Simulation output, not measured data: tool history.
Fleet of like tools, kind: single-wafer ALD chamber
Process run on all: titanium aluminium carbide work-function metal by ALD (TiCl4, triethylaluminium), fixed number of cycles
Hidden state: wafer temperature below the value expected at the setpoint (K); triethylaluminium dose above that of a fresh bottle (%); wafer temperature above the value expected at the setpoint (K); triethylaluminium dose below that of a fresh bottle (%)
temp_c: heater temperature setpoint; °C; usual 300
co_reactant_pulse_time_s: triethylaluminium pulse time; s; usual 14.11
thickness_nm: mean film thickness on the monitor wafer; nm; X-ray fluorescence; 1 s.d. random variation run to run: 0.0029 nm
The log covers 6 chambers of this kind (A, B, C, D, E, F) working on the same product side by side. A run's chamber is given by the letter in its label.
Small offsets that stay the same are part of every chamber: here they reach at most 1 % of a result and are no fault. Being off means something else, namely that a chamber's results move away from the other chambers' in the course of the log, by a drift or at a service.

run	hour	temp_c	co_reactant_pulse_time_s	hours since the last thermocouple change	hours since the last triethylaluminium bottle change	read-back reference wafer on the same gauge, thickness_nm	thickness_nm
1A	5.0	300	14.11	1002.5	77.8	1.9199	2.0498
2F	10.5	300	14.11	197.3	686.1	1.9194	2.0447
3D	15.2	300	14.11	1535.3	459.6	1.9195	2.0444
4C	23.1	300	14.11	1080.7	1087.2	1.9190	2.0668
5E	31.1	300	14.11	2030.0	51.3	1.9193	2.0600
6B	40.0	300	14.11	296.7	822.2	1.9180	2.0308
7D	44.5	300	14.11	1564.6	488.9	1.9185	2.0443
8F	49.1	300	14.11	235.9	724.7	1.9174	2.0454
9E	55.6	300	14.11	2054.5	75.8	1.9182	2.0602
10C	61.6	300	14.11	1119.2	1125.7	1.9170	2.0623
11A	69.5	300	14.11	1067.0	142.3	1.9173	2.0374
12B	73.9	300	14.11	330.6	856.1	1.9163	2.0336
13F	78.6	300	14.11	265.4	754.2	1.9166	2.0448
14D	87.6	300	14.11	1607.7	532.0	1.9159	2.0415
15C	93.8	300	17.30	1151.4	1157.9	1.9161	2.0722
16A	100.1	300	17.30	1097.6	172.9	1.9156	2.0478
17E	106.9	300	17.30	2105.8	127.1	1.9162	2.0640
18B	111.2	300	17.30	367.9	893.4	1.9153	2.0451
19D	117.0	300	17.30	1637.1	561.4	1.9152	2.0517
20E	125.0	300	17.30	2123.9	145.2	1.9145	2.0672
21F	132.9	306	14.11	319.7	808.5	1.9142	2.0974
22C	138.6	306	14.11	1196.2	1202.7	1.9139	2.1164
23B	148.2	306	14.11	404.9	930.4	1.9131	2.0859
24A	156.3	306	14.11	1153.8	229.1	1.9136	2.0962
25B	164.1	306	14.11	420.8	946.3	1.9139	2.0865
26A	168.6	306	14.11	1166.1	241.4	1.9135	2.0925
27D	175.4	300	14.11	1695.5	619.8	1.9129	2.0340
# hour 181.7: chamber A: thermocouple changed; heater temperature recalibrated
28E	184.2	300	14.11	2183.1	204.4	1.9124	2.0490
29F	189.2	300	14.11	376.0	864.8	1.9132	2.0367
30C	196.1	300	14.11	1253.7	1260.2	1.9119	2.0626
31B	204.6	300	19.01	461.3	986.8	1.9116	2.0420
32F	209.3	300	19.01	396.1	884.9	1.9116	2.0461
33D	215.6	300	19.01	1735.7	660.0	1.9113	2.0484
34A	220.3	300	19.01	38.6	293.1	1.9115	2.0476
35E	224.7	300	19.01	2223.6	244.9	1.9118	2.0659
36C	234.4	300	19.01	1292.0	1298.5	1.9103	2.0672
37A	243.7	287	14.11	62.0	316.5	1.9102	1.9239
38F	251.2	287	14.11	438.0	926.8	1.9098	1.9190
39C	256.4	287	14.11	1314.0	1320.5	1.9100	1.9356
40D	261.4	287	14.11	1781.5	705.8	1.9095	1.9178
41E	270.7	287	14.11	2269.6	290.9	1.9090	1.9331

Does one chamber stand apart from the rest, does the shared gauge drift, or is all well apart from small per-chamber offsets? Give the chamber and the most likely cause, where there is one.

The gauge drifts, so all chambers seem to drift together. No chamber is off.
What lies behind it: gauge reads low (%) = 0.58.

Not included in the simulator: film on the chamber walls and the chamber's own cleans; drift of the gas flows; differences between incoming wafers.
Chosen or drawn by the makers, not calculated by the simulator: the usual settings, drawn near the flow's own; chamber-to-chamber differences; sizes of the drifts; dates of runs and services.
